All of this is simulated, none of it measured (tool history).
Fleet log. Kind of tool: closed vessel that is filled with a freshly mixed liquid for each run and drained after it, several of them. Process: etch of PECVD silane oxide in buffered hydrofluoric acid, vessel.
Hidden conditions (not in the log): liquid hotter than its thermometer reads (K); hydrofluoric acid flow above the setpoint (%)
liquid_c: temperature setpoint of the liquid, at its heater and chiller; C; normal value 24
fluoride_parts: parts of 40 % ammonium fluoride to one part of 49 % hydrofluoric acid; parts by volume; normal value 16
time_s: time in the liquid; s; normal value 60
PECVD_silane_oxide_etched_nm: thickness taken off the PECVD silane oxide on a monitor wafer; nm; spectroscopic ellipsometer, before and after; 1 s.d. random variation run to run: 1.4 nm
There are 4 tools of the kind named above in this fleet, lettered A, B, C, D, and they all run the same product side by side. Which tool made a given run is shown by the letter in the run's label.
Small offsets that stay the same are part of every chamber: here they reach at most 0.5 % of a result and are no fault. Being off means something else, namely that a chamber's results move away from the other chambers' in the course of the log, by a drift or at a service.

run	hour	liquid_c	fluoride_parts	time_s	hours since the thermometer was replaced	hours since the hydrofluoric acid flow meter was replaced	read-back film thickness of the PECVD silane oxide reference wafer, read on the same gauge (nm)	PECVD_silane_oxide_etched_nm
1A	2.1	24	16	60	721.3	1500.5	109.99	191.33
2D	4.9	24	16	60	605.6	1690.1	110.01	191.79
3C	8.5	24	16	60	864.1	508.6	109.98	190.82
4B	11.2	24	16	60	30.2	654.2	110.02	193.15
5A	14.7	24	16	60	733.9	1513.1	110.01	191.28
6D	18.4	24	16	60	619.1	1703.6	110.01	190.89
7C	22.9	24	16	60	878.5	523	109.98	190.73
8B	27.4	24	12.5	85	46.4	670.4	109.97	342.57
9A	31.5	24	12.5	85	750.7	1529.9	109.99	343.43
10D	34.5	24	12.5	85	635.2	1719.7	110.01	346.97
11B	38	24	12.5	85	57	681	109.97	343.67
12C	41.6	24	16	60	897.2	541.7	110.01	193.8
13B	44.3	24	10.5	45	63.3	687.3	110.03	215.43
14D	48.5	24	10.5	45	649.2	1733.7	109.99	217.46
15A	52.8	24	10.5	45	772	1551.2	110.01	213.96
16C	57	24	10.5	45	912.6	557.1	109.99	216.87
17C	59.1	24	16	60	914.7	559.2	110.01	192.66
18B	61.5	19.5	16	60	80.5	704.5	109.99	151.21
19A	63.8	19.5	16	60	783	1562.2	110.03	149.08
20D	67.8	19.5	16	60	668.5	1753	110.04	149.89
21C	72	19.5	16	60	927.6	572.1	109.98	150.93
22B	75.1	24	16	60	94.1	718.1	109.98	191.87
23D	78.9	21	16	30	679.6	1764.1	110.02	80.981
24A	83	21	16	30	802.2	1581.4	110.03	80.389
25D	86.6	21	16	30	687.3	1771.8	110.05	81.093
26B	89.9	21	16	30	108.9	732.9	109.98	81.608
27A	93.3	24	16	60	812.5	1591.7	110.03	192.44
28C	97.5	24	16	60	953.1	597.6	110	193.06
29C	100.4	24	16	60	956	600.5	109.99	190.89
30B	104.4	24	16	60	123.4	747.4	110.01	191.12
31D	108.7	24	16	60	709.4	1793.9	109.97	192.45
32A	110.9	24	16	60	830.1	1609.3	110.04	192.01
33B	115.5	24	16	90	134.5	758.5	109.98	286.58

Each of the 4 chambers runs these same settings next. Fill in every chamber's results:
34A	118.8	24	22	60				?
34B	118.8	24	22	60				?
34C	118.8	24	22	60				?
34D	118.8	24	22	60				?

run	PECVD_silane_oxide_etched_nm
34A	144.89
34B	145.7
34C	144.67
34D	141.33

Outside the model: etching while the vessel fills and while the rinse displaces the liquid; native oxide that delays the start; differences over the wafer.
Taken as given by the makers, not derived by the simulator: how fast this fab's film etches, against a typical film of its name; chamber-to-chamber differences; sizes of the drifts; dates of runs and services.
